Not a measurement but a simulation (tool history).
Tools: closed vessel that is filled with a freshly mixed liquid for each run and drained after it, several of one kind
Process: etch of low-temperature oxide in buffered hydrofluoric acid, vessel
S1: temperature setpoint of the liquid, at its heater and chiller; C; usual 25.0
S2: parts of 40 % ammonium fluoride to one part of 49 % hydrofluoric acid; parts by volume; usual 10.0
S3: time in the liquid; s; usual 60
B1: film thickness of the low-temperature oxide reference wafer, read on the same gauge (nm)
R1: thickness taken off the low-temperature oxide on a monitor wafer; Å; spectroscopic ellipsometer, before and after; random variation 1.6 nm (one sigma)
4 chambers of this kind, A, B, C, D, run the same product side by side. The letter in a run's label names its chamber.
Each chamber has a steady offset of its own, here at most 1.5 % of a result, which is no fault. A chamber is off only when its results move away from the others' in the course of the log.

run	hour	S1	S2	S3	B1	R1
1D	4.1	25.0	10.0	60	60.014	2331.7
2C	7.3	25.0	10.0	60	60.008	2359.0
3B	9.7	25.0	10.0	60	59.994	2316.3
4A	13.2	25.0	10.0	60	59.992	2334.9
5B	17.3	25.0	7.5	80	60.011	4000.5
6C	20.2	25.0	7.5	80	60.001	4011.9
7A	22.6	25.0	7.5	80	59.988	4086.3
8D	26.5	25.0	7.5	80	60.003	3975.6
9D	29.3	25.0	10.0	60	60.015	2340.2
10B	32.2	25.0	8.0	60	59.982	2794.6
11A	36.1	25.0	8.0	60	59.979	2863.6
12C	40.9	25.0	8.0	60	60.011	2820.2
13B	45.4	25.0	8.0	60	59.984	2805.7
14D	47.9	25.0	10.0	60	60.020	2326.5
15C	50.9	25.0	10.0	60	60.001	2336.6
16A	55.5	25.0	10.0	60	59.987	2331.6
17B	58.8	25.0	7.5	30	60.002	1494.7
18A	61.3	25.0	7.5	30	59.995	1541.6
19C	65.4	25.0	7.5	30	59.997	1515.4
# hour 66.5: chamber B: hydrofluoric acid flow meter replaced
20D	68.7	25.0	7.5	30	59.972	1509.0
21B	73.5	25.0	10.0	60	60.006	2327.7
22A	76.1	25.0	10.0	60	59.986	2317.6
23C	80.5	25.0	10.0	60	60.002	2355.7
# hour 81.3: chamber C: hydrofluoric acid flow meter replaced
24D	83.0	25.0	10.0	60	59.980	2333.9
25C	85.4	25.0	10.0	60	60.000	2347.6
26B	88.9	25.0	10.0	60	59.991	2328.4
27A	93.0	25.0	10.0	60	59.997	2375.3
28D	95.1	25.0	12.5	60	59.990	1877.2
29C	99.3	25.0	12.5	60	60.002	1900.6
30A	103.1	25.0	12.5	60	59.985	1865.3
31B	106.3	25.0	12.5	60	60.026	1846.8
32D	110.0	21.5	12.0	60	59.982	1592.6
33B	112.4	21.5	12.0	60	60.012	1595.0
34A	115.1	21.5	12.0	60	59.976	1594.1
35D	117.6	21.5	12.0	60	60.008	1630.8
36C	120.0	28.5	10.0	60	59.994	2844.6
37A	123.2	28.5	10.0	60	60.012	2796.1
38D	126.5	28.5	10.0	60	60.012	2819.8
39B	130.0	28.5	10.0	60	59.987	2779.4
40C	132.4	27.5	10.0	60	59.980	2703.0
41C	134.6	27.5	10.0	60	59.990	2676.7
42A	137.1	27.5	10.0	60	59.983	2628.4
43B	139.5	27.5	10.0	60	60.001	2626.3

All 4 chambers run these settings next. Forecast each chamber's results:
44A	143.0	25.0	10.0	60		?
44B	143.0	25.0	10.0	60		?
44C	143.0	25.0	10.0	60		?
44D	143.0	25.0	10.0	60		?

run	R1
44A	2330.5
44B	2308.2
44C	2329.5
44D	2335.9

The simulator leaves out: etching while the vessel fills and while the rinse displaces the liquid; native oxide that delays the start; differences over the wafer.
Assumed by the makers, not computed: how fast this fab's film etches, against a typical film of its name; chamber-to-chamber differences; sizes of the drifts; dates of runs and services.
